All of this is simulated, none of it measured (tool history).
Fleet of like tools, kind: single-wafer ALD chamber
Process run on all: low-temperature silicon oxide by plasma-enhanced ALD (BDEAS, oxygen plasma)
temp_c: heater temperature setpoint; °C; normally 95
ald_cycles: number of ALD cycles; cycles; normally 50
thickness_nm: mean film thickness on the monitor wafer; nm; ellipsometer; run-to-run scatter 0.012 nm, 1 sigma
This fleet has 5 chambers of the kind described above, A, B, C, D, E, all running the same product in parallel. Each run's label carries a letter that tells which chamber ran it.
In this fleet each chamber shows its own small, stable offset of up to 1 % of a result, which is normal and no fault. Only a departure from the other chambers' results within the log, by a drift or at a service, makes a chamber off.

| run | hour | temp_c | ald_cycles | read-back reference wafer on the same gauge, thickness_nm | thickness_nm |
|---|---|---|---|---|---|
| 1A | 6.7 | 95 | 50 | 5.9718 | 7.3539 |
| 2D | 15.7 | 95 | 50 | 5.9692 | 7.2607 |
| 3E | 23.1 | 95 | 50 | 5.973 | 7.3547 |
| 4C | 34.4 | 95 | 50 | 5.9739 | 7.2548 |
| 5B | 42 | 95 | 50 | 5.9731 | 7.2939 |
| 6D | 52.8 | 95 | 50 | 5.9768 | 7.2689 |
| 7E | 58.9 | 95 | 50 | 5.9756 | 7.3762 |
| 8C | 65.5 | 84 | 40 | 5.9752 | 6.0093 |
| 9B | 75.2 | 84 | 40 | 5.9786 | 6.0584 |
|  | 79.3 | chamber C: thermocouple changed; heater temperature recalibrated |
| 10A | 81 | 84 | 40 | 5.9802 | 6.1145 |
| 11A | 90 | 84 | 40 | 5.9778 | 6.1227 |
| 12D | 97.3 | 84 | 40 | 5.9814 | 6.0386 |
| 13C | 104.5 | 82 | 60 | 5.9842 | 9.0718 |
| 14E | 109.9 | 82 | 60 | 5.9827 | 9.2407 |
| 15B | 118.1 | 82 | 60 | 5.9805 | 9.1676 |
| 16E | 123.4 | 82 | 60 | 5.9848 | 9.232 |
| 17B | 133 | 82 | 60 | 5.9852 | 9.1958 |
|  | 137.8 | chamber D: thermocouple changed; heater temperature recalibrated |
| 18A | 144.8 | 95 | 50 | 5.9878 | 7.3494 |
| 19D | 154.9 | 95 | 50 | 5.984 | 7.2923 |
| 20C | 166.7 | 104 | 56 | 5.988 | 7.9279 |
|  | 175.4 | chamber B: thermocouple changed; heater temperature recalibrated |
| 21B | 177.1 | 104 | 56 | 5.989 | 7.9945 |
| 22D | 187.3 | 104 | 56 | 5.9894 | 7.958 |
| 23A | 196.3 | 104 | 56 | 5.9891 | 8.0551 |
| 24C | 205.4 | 104 | 56 | 5.9931 | 7.9391 |
| 25E | 210.7 | 95 | 50 | 5.9935 | 7.3731 |
| 26C | 219.1 | 95 | 50 | 5.9938 | 7.2545 |
| 27A | 227.3 | 95 | 50 | 5.9931 | 7.3711 |
| 28E | 237.3 | 95 | 50 | 5.9955 | 7.3814 |
| 29D | 244.9 | 95 | 50 | 5.9963 | 7.2735 |
| 30B | 256.3 | 95 | 50 | 5.9973 | 7.3236 |
| 31D | 262.6 | 95 | 50 | 5.9967 | 7.3019 |
| 32C | 269.8 | 95 | 50 | 5.9996 | 7.2558 |
| 33B | 278.8 | 95 | 50 | 5.9967 | 7.3233 |
| 34E | 288.7 | 95 | 50 | 6.0015 | 7.3658 |
| 35A | 299.8 | 107 | 57 | 6.0013 | 8.1453 |
| 36C | 311.3 | 107 | 57 | 6.0003 | 8.0176 |
| 37D | 317.4 | 107 | 57 | 6.0029 | 8.051 |
| 38B | 328.1 | 107 | 57 | 6.0035 | 8.0968 |
| 39E | 339.3 | 107 | 57 | 6.0074 | 8.1609 |
| 40A | 345.4 | 95 | 50 | 6.0064 | 7.3827 |
| 41D | 354.1 | 87 | 50 | 6.0063 | 7.5085 |
| 42C | 365 | 87 | 50 | 6.0102 | 7.4967 |
| 43E | 373.7 | 87 | 50 | 6.0082 | 7.6004 |

Which is it: a chamber that has drifted or been left off by a service, a gauge drift common to all chambers, or only each chamber's usual small offset? If a chamber is off, name it and its likeliest cause.

Every chamber seems to shift together because the gauge that measures them all drifts; the chambers themselves are fine.
Likeliest cause: gauge reads high (%) = 0.679.

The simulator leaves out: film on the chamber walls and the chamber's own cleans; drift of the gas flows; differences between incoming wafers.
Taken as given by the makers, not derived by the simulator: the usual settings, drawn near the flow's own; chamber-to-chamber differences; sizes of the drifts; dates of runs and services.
